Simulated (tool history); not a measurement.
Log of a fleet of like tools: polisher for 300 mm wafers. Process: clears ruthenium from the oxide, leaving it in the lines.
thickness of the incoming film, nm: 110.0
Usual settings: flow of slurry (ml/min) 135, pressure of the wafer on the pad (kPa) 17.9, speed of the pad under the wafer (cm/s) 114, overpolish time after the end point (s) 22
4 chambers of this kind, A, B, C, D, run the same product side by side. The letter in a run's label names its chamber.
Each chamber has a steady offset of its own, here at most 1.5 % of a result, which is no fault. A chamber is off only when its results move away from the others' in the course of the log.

run     day  flow of slurry (ml/min)  pressure of the wafer on the pad (kPa)  speed of the pad under the wafer (cm/s)  overpolish time after the end point (s)  wafers polished on this pad  hours since the slurry nozzle was cleaned  hours since the head pressure was calibrated  time until the end point was called (s)
      0.121  -- chamber B: worn pad replaced by a new one
 1C   0.346                      135                                    17.9                                      114                                       22                         1109                                      329.1                                         809.3                                   56.094
 2D   0.708                      135                                    17.9                                      114                                       22                          753                                      395.2                                         612.4                                   56.162
 3B   0.983                      135                                    17.9                                      114                                       22                          174                                      370.8                                          25.9                                   55.774
      1.017  -- chamber C: worn pad replaced by a new one
 4A   1.196                      135                                    17.9                                      114                                       22                          918                                      353.3                                         566.4                                   56.405
 5B   1.483                      135                                    17.9                                      114                                       22                          275                                      382.8                                          37.9                                   53.797
 6D   1.808                      135                                    17.9                                      114                                       22                          976                                      421.6                                         638.8                                   54.318
 7C   2.004                      135                                    17.9                                      114                                       22                          199                                      368.9                                         849.1                                   55.479
 8A   2.196                      135                                    17.9                                      114                                       22                         1120                                      377.3                                         590.4                                   57.340
 9A   2.454                      135                                    17.9                                      114                                       22                         1172                                      383.5                                         596.6                                   55.403
10D   2.838                      135                                    17.9                                      114                                       22                         1184                                      446.3                                         663.5                                   55.958
11C   3.167                      135                                    17.9                                      114                                       22                          434                                      396.8                                         877.0                                   56.466
      3.258  -- chamber A: worn pad replaced by a new one
12B   3.358                      135                                    17.9                                      114                                       22                          655                                      427.8                                          82.9                                   55.684
13A   3.625                      135                                    17.9                                      114                                       22                           74                                      411.6                                         624.7                                   55.660
14B   3.917                      135                                    17.9                                      114                                       22                          768                                      441.2                                          96.3                                   55.402
15D   4.162                      135                                    17.9                                      114                                       22                         1452                                      478.1                                         695.3                                   56.429
      4.200  -- chamber D: worn pad replaced by a new one
      4.296  -- chamber B: worn pad replaced by a new one
16C   4.458                      135                                    17.9                                      114                                       22                          696                                      427.8                                         908.0                                   56.978
17A   4.696                      135                                    17.9                                      114                                       22                          291                                      437.3                                         650.4                                   56.136
18C   4.921                      155                                    17.9                                      114                                       29                          789                                      438.9                                         919.1                                   54.122
      5.033  -- chamber C: slurry nozzle cleaned
19B   5.183                      155                                    17.9                                      114                                       29                          179                                      471.6                                         126.7                                   54.277
20D   5.546                      155                                    17.9                                      114                                       29                          272                                      511.3                                         728.5                                   54.295
      5.867  -- chamber D: head pressure recalibrated
21A   5.938                      155                                    17.9                                      114                                       29                          542                                      467.1                                         680.2                                   53.832
22D   6.312                      135                                    22.1                                      114                                       22                          427                                      529.7                                          10.7                                   50.787
23C   6.679                      135                                    22.1                                      114                                       22                         1145                                       39.6                                         961.3                                   45.212
24B   6.879                      135                                    22.1                                      114                                       22                          522                                      512.3                                         167.4                                   45.902
      6.962  -- chamber C: worn pad replaced by a new one
25D   7.250                      135                                    22.1                                      114                                       22                          617                                      552.2                                          33.2                                   49.448
26A   7.450                      135                                    17.9                                      114                                       22                          848                                      503.4                                         716.5                                   56.064
27B   7.767                      135                                    17.9                                      114                                       22                          702                                      533.6                                         188.7                                   55.442
28C   8.008                      135                                    22.1                                      114                                       22                          212                                       71.5                                         993.2                                   45.103
29A   8.304                      135                                    22.1                                      114                                       22                         1020                                      523.9                                         737.0                                   46.196
30C   8.612                      135                                    22.1                                      114                                       22                          334                                       86.0                                        1007.7                                   46.002
31D   8.962                      135                                    22.1                                      114                                       22                          963                                      593.3                                          74.3                                   50.801
32B   9.158                      135                                    17.9                                      114                                       22                          983                                      567.0                                         222.1                                   56.249
33D   9.550                      135                                    17.9                                      114                                       22                         1082                                      607.4                                          88.4                                   61.639
      9.562  -- chamber B: worn pad replaced by a new one
34A   9.746                      135                                    17.9                                      114                                       22                         1312                                      558.5                                         771.6                                   56.154
35C  10.142                      135                                    17.9                                      114                                       22                          643                                      122.7                                        1044.4                                   55.442
36B  10.450                      135                                    17.9                                      114                                       22                          179                                      598.0                                         253.1                                   55.729
37B  10.754                      135                                    17.9                                      114                                       22                          241                                      605.3                                         260.4                                   54.419

What goes on in this fleet: one chamber off, a drifting gauge, or nothing beyond the chambers' own small offsets? Name the chamber and the cause, if any.

A service left chamber D off against the others.
Cause: head's pressure below its setpoint, % = 9.28.

Here are 4 candidates for chamber D's next run, each the usual settings with a change, their results left as question marks. Which one brings its results back in line with what the others give on the usual settings?
In line means no further than this from the other chambers' mean on the usual settings: time until the end point was called (s) 2.600
38D-1  11.046                      135                                    18.6                                      120                                       22                                                                                                                                                              ?
38D-2  11.046                      135                                    17.2                                      108                                       22                                                                                                                                                              ?
38D-3  11.046                      135                                    16.5                                      102                                       22                                                                                                                                                              ?
38D-4  11.046                      140                                    21.4                                      114                                       22                                                                                                                                                              ?

The other chambers' mean on the usual settings: time until the end point was called (s) 56.122
  run  time until the end point was called (s)
38D-1                                   56.944
38D-2                                   68.232
38D-3                                   75.193
38D-4                                   51.930
38D-1 brings the chamber back in line.
